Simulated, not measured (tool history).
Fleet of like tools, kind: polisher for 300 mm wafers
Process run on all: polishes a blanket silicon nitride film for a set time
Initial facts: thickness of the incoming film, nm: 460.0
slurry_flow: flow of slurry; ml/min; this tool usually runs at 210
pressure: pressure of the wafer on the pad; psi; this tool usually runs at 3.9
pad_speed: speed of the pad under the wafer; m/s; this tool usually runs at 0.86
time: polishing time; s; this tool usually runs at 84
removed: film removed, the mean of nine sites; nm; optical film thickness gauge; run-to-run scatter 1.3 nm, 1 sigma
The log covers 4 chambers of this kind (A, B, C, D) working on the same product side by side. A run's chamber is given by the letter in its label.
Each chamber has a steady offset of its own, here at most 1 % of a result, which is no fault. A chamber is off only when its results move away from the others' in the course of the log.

| run | hour | slurry_flow | pressure | pad_speed | time | removed |
|---|---|---|---|---|---|---|
| 1A | 9.3 | 210 | 3.9 | 0.86 | 84 | 115.54 |
| 2B | 21.1 | 210 | 3.9 | 0.86 | 84 | 114.38 |
| 3C | 27.5 | 210 | 3.9 | 0.86 | 84 | 118.04 |
| 4D | 33.9 | 210 | 3.9 | 0.86 | 84 | 116.47 |
| 5D | 43 | 210 | 3.9 | 0.86 | 84 | 115.22 |
| 6A | 55.1 | 210 | 3.9 | 0.62 | 65 | 67.852 |
| 7C | 67 | 210 | 3.9 | 0.62 | 65 | 69.604 |
|  | 71.9 | chamber B: worn pad replaced by a new one |
| 8B | 77.2 | 210 | 3.9 | 0.62 | 65 | 69.241 |
| 9D | 88 | 210 | 3.9 | 0.62 | 65 | 67.016 |
|  | 88.7 | chamber C: worn pad replaced by a new one |
| 10C | 100 | 210 | 3.9 | 0.86 | 84 | 115.41 |
| 11B | 105.7 | 210 | 3.9 | 0.86 | 84 | 114.74 |
| 12A | 113.7 | 210 | 3.9 | 0.86 | 84 | 114.49 |
| 13A | 123.6 | 210 | 2.9 | 0.86 | 74 | 75.873 |
| 14B | 136 | 210 | 2.9 | 0.86 | 74 | 75.115 |
| 15C | 141.6 | 210 | 2.9 | 0.86 | 74 | 75.021 |
|  | 146.8 | chamber A: worn pad replaced by a new one |
|  | 151.9 | chamber D: worn pad replaced by a new one |
| 16D | 153.1 | 210 | 2.9 | 0.86 | 74 | 73.01 |
| 17A | 164.9 | 210 | 3.9 | 0.86 | 84 | 115.81 |
| 18D | 171.7 | 260 | 2.8 | 0.86 | 84 | 84.411 |
|  | 172.4 | chamber D: slurry nozzle cleaned |
| 19B | 183.3 | 260 | 2.8 | 0.86 | 84 | 84.767 |
| 20C | 189 | 260 | 2.8 | 0.86 | 84 | 84.542 |
|  | 191.3 | chamber B: worn pad replaced by a new one |
|  | 197.9 | chamber C: slurry nozzle cleaned |
| 21C | 201.8 | 260 | 2.8 | 0.86 | 84 | 85.716 |
| 22D | 210.7 | 210 | 3.9 | 0.86 | 84 | 115.21 |
| 23A | 223.2 | 210 | 3.9 | 0.86 | 84 | 114.14 |
| 24B | 233.6 | 150 | 2.9 | 0.86 | 84 | 81.973 |
|  | 239.7 | chamber C: head pressure recalibrated |
| 25C | 240.4 | 150 | 2.9 | 0.86 | 84 | 75.576 |
| 26B | 246.8 | 150 | 2.9 | 0.86 | 84 | 82.336 |
| 27D | 254.6 | 150 | 2.9 | 0.86 | 84 | 80.88 |
|  | 260.2 | chamber C: worn pad replaced by a new one |
| 28A | 261 | 210 | 3.9 | 0.86 | 84 | 115.37 |
|  | 264.8 | chamber B: slurry nozzle cleaned |
| 29A | 268.9 | 210 | 3.9 | 0.86 | 65 | 89.746 |
| 30D | 281.5 | 210 | 3.9 | 0.86 | 65 | 88.576 |
| 31C | 291.8 | 210 | 3.9 | 0.86 | 65 | 82.966 |
|  | 302.5 | chamber B: worn pad replaced by a new one |
| 32B | 303.8 | 210 | 3.9 | 0.86 | 65 | 88.749 |
| 33C | 312 | 210 | 3.9 | 0.86 | 84 | 108.54 |
|  | 314.9 | chamber A: slurry nozzle cleaned |
|  | 317.7 | chamber A: worn pad replaced by a new one |
| 34D | 317.9 | 210 | 3.9 | 0.86 | 84 | 113.7 |
|  | 318.8 | chamber B: head pressure recalibrated |
|  | 321.4 | chamber D: worn pad replaced by a new one |
| 35A | 329.4 | 210 | 3.9 | 0.86 | 84 | 114.97 |
| 36B | 341.1 | 210 | 3.9 | 0.86 | 104 | 141.05 |
| 37D | 348.1 | 210 | 3.9 | 0.86 | 104 | 141.59 |
| 38B | 353.9 | 210 | 3.9 | 0.86 | 104 | 138.33 |
| 39C | 362.1 | 210 | 3.9 | 0.86 | 104 | 133.91 |
| 40A | 373.5 | 210 | 3.9 | 0.86 | 84 | 115.78 |
| 41B | 381.5 | 210 | 3.9 | 0.86 | 84 | 115.8 |

All 4 chambers run these settings next. Forecast each chamber's results:
| 42A | 390.8 | 210 | 3.9 | 0.86 | 84 | ? |
| 42B | 390.8 | 210 | 3.9 | 0.86 | 84 | ? |
| 42C | 390.8 | 210 | 3.9 | 0.86 | 84 | ? |
| 42D | 390.8 | 210 | 3.9 | 0.86 | 84 | ? |

| run | removed |
|---|---|
| 42A | 116.76 |
| 42B | 113.33 |
| 42C | 106.13 |
| 42D | 116.78 |
